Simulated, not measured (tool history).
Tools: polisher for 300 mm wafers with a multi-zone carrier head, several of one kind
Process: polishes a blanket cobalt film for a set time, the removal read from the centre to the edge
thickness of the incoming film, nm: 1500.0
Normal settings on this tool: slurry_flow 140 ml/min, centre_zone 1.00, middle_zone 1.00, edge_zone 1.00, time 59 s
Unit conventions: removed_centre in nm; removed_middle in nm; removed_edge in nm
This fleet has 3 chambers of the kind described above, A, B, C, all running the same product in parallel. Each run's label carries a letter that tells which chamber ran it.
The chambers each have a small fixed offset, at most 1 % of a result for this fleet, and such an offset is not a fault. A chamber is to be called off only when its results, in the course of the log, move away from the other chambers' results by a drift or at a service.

At hour 2.9: chamber B: worn pad replaced by a new one.
Run 1C, hour 7.1: usual settings. Result: removed_centre 227.23 nm, removed_middle 226.30 nm, removed_edge 231.32 nm.
Run 2A, hour 21.0: usual settings. Result: removed_centre 231.89 nm, removed_middle 234.61 nm, removed_edge 236.18 nm.
Run 3B, hour 32.2: usual settings. Result: removed_centre 229.89 nm, removed_middle 232.07 nm, removed_edge 229.84 nm.
At hour 35.0: chamber A: worn pad replaced by a new one.
At hour 35.4: chamber A: edge zone pressure recalibrated.
At hour 40.9: chamber C: worn pad replaced by a new one.
Run 4C, hour 44.8: usual settings. Result: removed_centre 236.71 nm, removed_middle 229.97 nm, removed_edge 228.24 nm.
Run 5A, hour 55.9: usual settings. Result: removed_centre 235.90 nm, removed_middle 238.71 nm, removed_edge 233.74 nm.
At hour 59.2: chamber C: slurry nozzle cleaned.
Run 6B, hour 69.7: usual settings but middle_zone 0.89, time 69 s. Result: removed_centre 272.95 nm, removed_middle 245.69 nm, removed_edge 270.31 nm.
Run 7A, hour 78.3: usual settings but middle_zone 0.89, time 69 s. Result: removed_centre 268.93 nm, removed_middle 247.52 nm, removed_edge 273.04 nm.
Run 8C, hour 89.2: usual settings but middle_zone 0.89, time 69 s. Result: removed_centre 269.89 nm, removed_middle 242.88 nm, removed_edge 270.63 nm.
At hour 91.3: chamber A: worn pad replaced by a new one.
Run 9B, hour 98.1: usual settings. Result: removed_centre 231.09 nm, removed_middle 235.22 nm, removed_edge 237.12 nm.
At hour 99.3: chamber C: worn pad replaced by a new one.
At hour 102.1: chamber B: worn pad replaced by a new one.
Run 10A, hour 112.3: usual settings but centre_zone 1.06. Result: removed_centre 247.06 nm, removed_middle 236.54 nm, removed_edge 228.72 nm.
Run 11C, hour 119.1: usual settings but centre_zone 1.06. Result: removed_centre 250.29 nm, removed_middle 236.84 nm, removed_edge 229.32 nm.
Run 12B, hour 131.3: usual settings but centre_zone 1.06. Result: removed_centre 246.57 nm, removed_middle 238.99 nm, removed_edge 240.60 nm.
Run 13A, hour 139.6: usual settings but slurry_flow 95 ml/min, middle_zone 1.11. Result: removed_centre 198.66 nm, removed_middle 228.12 nm, removed_edge 213.80 nm.
Run 14B, hour 149.5: usual settings but slurry_flow 95 ml/min, middle_zone 1.11. Result: removed_centre 209.14 nm, removed_middle 235.28 nm, removed_edge 219.49 nm.
At hour 156.9: chamber C: worn pad replaced by a new one.
Run 15C, hour 158.3: usual settings but slurry_flow 95 ml/min, middle_zone 1.11. Result: removed_centre 215.12 nm, removed_middle 234.98 nm, removed_edge 221.92 nm.
At hour 159.7: chamber A: worn pad replaced by a new one.
Run 16A, hour 171.1: usual settings. Result: removed_centre 220.55 nm, removed_middle 230.63 nm, removed_edge 237.44 nm.
Run 17C, hour 182.3: usual settings. Result: removed_centre 235.68 nm, removed_middle 234.08 nm, removed_edge 231.96 nm.
At hour 187.3: chamber B: worn pad replaced by a new one.
Run 18B, hour 193.6: usual settings. Result: removed_centre 229.39 nm, removed_middle 234.09 nm, removed_edge 226.12 nm.
Run 19C, hour 203.0: usual settings. Result: removed_centre 228.75 nm, removed_middle 233.62 nm, removed_edge 229.77 nm.
Run 20B, hour 216.3: usual settings. Result: removed_centre 240.11 nm, removed_middle 240.62 nm, removed_edge 236.11 nm.
At hour 223.1: chamber A: worn pad replaced by a new one.
Run 21A, hour 229.7: usual settings. Result: removed_centre 216.53 nm, removed_middle 237.72 nm, removed_edge 234.70 nm.
At hour 237.4: chamber A: slurry nozzle cleaned.
Run 22B, hour 243.5: usual settings. Result: removed_centre 235.85 nm, removed_middle 234.22 nm, removed_edge 232.48 nm.
Run 23A, hour 252.5: usual settings but edge_zone 0.96, time 46 s. Result: removed_centre 167.71 nm, removed_middle 182.12 nm, removed_edge 175.27 nm.

Which is it: a chamber that has drifted or been left off by a service, a gauge drift common to all chambers, or only each chamber's usual small offset? If a chamber is off, name it and its likeliest cause.

Chamber A drifts away from the others.
Cause: centre zone's pressure below its setpoint, % = 7.78.

Chamber A could run next with any of the 4 candidate recipes listed below; each alters the usual settings, and their results appear as question marks. Which one brings its results back in line with what the other chambers deliver on the usual settings?
Maximum distance from the other chambers' mean on the usual settings for a result to count as in line: removed_centre 9.50 nm; removed_middle 11.00 nm; removed_edge 12.00 nm
Run 24A-1, hour 262.8: usual settings but slurry_flow 145 ml/min, centre_zone 1.07, middle_zone 0.99, edge_zone 0.97. Result: removed_centre ?, removed_middle ?, removed_edge ?.
Run 24A-2, hour 262.8: usual settings but slurry_flow 150 ml/min, centre_zone 1.15, middle_zone 0.98, edge_zone 0.94. Result: removed_centre ?, removed_middle ?, removed_edge ?.
Run 24A-3, hour 262.8: usual settings but slurry_flow 135 ml/min, centre_zone 0.93, middle_zone 1.01, edge_zone 1.03. Result: removed_centre ?, removed_middle ?, removed_edge ?.
Run 24A-4, hour 262.8: usual settings but slurry_flow 130 ml/min, centre_zone 0.86, middle_zone 1.02, edge_zone 1.06. Result: removed_centre ?, removed_middle ?, removed_edge ?.

Other chambers, usual settings, mean: removed_centre 232.55 nm; removed_middle 233.12 nm; removed_edge 232.09 nm
  run  removed_centre  removed_middle  removed_edge
24A-1          233.40          236.92        228.62
24A-2          254.42          236.24        226.03
24A-3          196.62          237.85        233.45
24A-4          178.49          238.09        235.69
24A-1 is the one that brings the chamber's results back in line with the other chambers.

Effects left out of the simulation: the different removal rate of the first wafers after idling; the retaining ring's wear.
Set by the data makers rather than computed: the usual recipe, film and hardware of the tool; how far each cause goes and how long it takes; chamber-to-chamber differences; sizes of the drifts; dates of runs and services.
